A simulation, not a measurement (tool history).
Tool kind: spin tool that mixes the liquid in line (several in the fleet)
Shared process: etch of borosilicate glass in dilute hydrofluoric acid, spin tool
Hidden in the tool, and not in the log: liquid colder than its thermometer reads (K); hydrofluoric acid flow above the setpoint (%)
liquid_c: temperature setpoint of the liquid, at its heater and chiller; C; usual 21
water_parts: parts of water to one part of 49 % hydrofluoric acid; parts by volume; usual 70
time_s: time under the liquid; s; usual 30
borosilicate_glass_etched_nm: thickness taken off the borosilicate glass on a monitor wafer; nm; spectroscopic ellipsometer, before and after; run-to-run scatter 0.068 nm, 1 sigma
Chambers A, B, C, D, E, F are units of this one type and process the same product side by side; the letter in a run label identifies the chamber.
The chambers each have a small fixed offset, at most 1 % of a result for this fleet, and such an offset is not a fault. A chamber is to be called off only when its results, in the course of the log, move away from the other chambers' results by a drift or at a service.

| run | day | liquid_c | water_parts | time_s | hours since the thermometer was replaced | hours since the hydrofluoric acid flow meter was replaced | read-back film thickness of the borosilicate glass reference wafer, read on the same gauge (nm) | borosilicate_glass_etched_nm |
|---|---|---|---|---|---|---|---|---|
|  | 0.154 | chamber C: hydrofluoric acid flow meter replaced |
| 1C | 0.158 | 21 | 70 | 30 | 661 | 0.2 | 30.014 | 12.756 |
| 2F | 0.262 | 21 | 70 | 30 | 37.2 | 2039.1 | 29.965 | 12.678 |
| 3D | 0.446 | 21 | 70 | 30 | 2452.9 | 706.1 | 30.029 | 12.435 |
| 4E | 0.658 | 21 | 70 | 30 | 416.1 | 171.7 | 29.961 | 12.766 |
| 5B | 0.867 | 21 | 70 | 30 | 1919.1 | 297.3 | 30.007 | 12.701 |
| 6A | 0.979 | 21 | 70 | 30 | 941.9 | 2101.7 | 30.01 | 12.752 |
| 7D | 1.104 | 21 | 70 | 30 | 2468.7 | 721.9 | 29.974 | 12.507 |
| 8E | 1.317 | 21 | 70 | 30 | 431.9 | 187.5 | 30.011 | 12.708 |
| 9F | 1.5 | 21 | 70 | 30 | 66.9 | 2068.8 | 30.005 | 12.541 |
| 10A | 1.625 | 21 | 50 | 40 | 957.4 | 2117.2 | 29.994 | 24.29 |
|  | 1.696 | chamber A: hydrofluoric acid flow meter replaced |
| 11C | 1.775 | 21 | 50 | 40 | 699.8 | 39 | 30.014 | 24.227 |
| 12B | 1.888 | 21 | 50 | 40 | 1943.6 | 321.8 | 29.99 | 24.274 |
| 13B | 1.996 | 21 | 50 | 40 | 1946.2 | 324.4 | 30.034 | 24.284 |
| 14A | 2.121 | 21 | 50 | 40 | 969.3 | 10.2 | 30.02 | 24.26 |
| 15F | 2.217 | 21 | 50 | 40 | 84.1 | 2086 | 30.019 | 24.164 |
| 16D | 2.383 | 21 | 70 | 30 | 2499.4 | 752.6 | 29.984 | 12.577 |
| 17C | 2.558 | 21 | 70 | 30 | 718.6 | 57.8 | 30.016 | 12.763 |
| 18E | 2.667 | 21 | 70 | 30 | 464.3 | 219.9 | 29.986 | 12.768 |
| 19D | 2.825 | 21 | 70 | 30 | 2510 | 763.2 | 29.967 | 12.492 |
| 20E | 2.954 | 21 | 70 | 30 | 471.2 | 226.8 | 29.982 | 12.67 |
| 21A | 3.167 | 21 | 70 | 30 | 994.4 | 35.3 | 30.004 | 12.573 |
| 22F | 3.35 | 21 | 70 | 30 | 111.3 | 2113.2 | 30.024 | 12.707 |
| 23B | 3.542 | 21 | 70 | 30 | 1983.3 | 361.5 | 29.985 | 12.613 |
| 24C | 3.675 | 23.5 | 60 | 30 | 745.4 | 84.6 | 29.987 | 16.619 |
| 25F | 3.838 | 23.5 | 60 | 30 | 123 | 2124.9 | 29.973 | 16.564 |
| 26A | 4.05 | 23.5 | 60 | 30 | 1015.6 | 56.5 | 29.978 | 16.607 |
| 27E | 4.188 | 23.5 | 60 | 30 | 500.8 | 256.4 | 29.994 | 16.935 |
|  | 4.304 | chamber D: thermometer replaced |
| 28D | 4.371 | 23.5 | 60 | 30 | 1.7 | 800.3 | 30.032 | 16.565 |
| 29C | 4.488 | 23.5 | 60 | 30 | 764.9 | 104.1 | 29.996 | 16.623 |
| 30B | 4.671 | 21 | 70 | 30 | 2010.4 | 388.6 | 29.965 | 12.846 |
| 31B | 4.8 | 21 | 70 | 30 | 2013.5 | 391.7 | 29.99 | 12.577 |
| 32A | 4.983 | 21 | 70 | 30 | 1038 | 78.9 | 29.988 | 12.676 |
| 33C | 5.112 | 21 | 70 | 30 | 779.9 | 119.1 | 29.991 | 12.72 |
| 34F | 5.212 | 21 | 70 | 30 | 156 | 2157.9 | 29.997 | 12.633 |
| 35D | 5.346 | 21 | 70 | 30 | 25.1 | 823.7 | 29.987 | 12.556 |
| 36E | 5.533 | 21 | 70 | 30 | 533.1 | 288.7 | 29.973 | 12.853 |
| 37B | 5.738 | 21 | 70 | 30 | 2036 | 414.2 | 29.957 | 12.801 |
| 38D | 5.917 | 21 | 70 | 30 | 38.8 | 837.4 | 30.008 | 12.512 |

All chambers now run identical settings, listed one chamber a line with results as question marks. What results will each chamber show?
| 39A | 6.067 | 21 | 70 | 15 |  |  |  | ? |
| 39B | 6.067 | 21 | 70 | 15 |  |  |  | ? |
| 39C | 6.067 | 21 | 70 | 15 |  |  |  | ? |
| 39D | 6.067 | 21 | 70 | 15 |  |  |  | ? |
| 39E | 6.067 | 21 | 70 | 15 |  |  |  | ? |
| 39F | 6.067 | 21 | 70 | 15 |  |  |  | ? |

| run | borosilicate_glass_etched_nm |
|---|---|
| 39A | 6.3152 |
| 39B | 6.2876 |
| 39C | 6.3683 |
| 39D | 6.3771 |
| 39E | 6.4351 |
| 39F | 6.3528 |
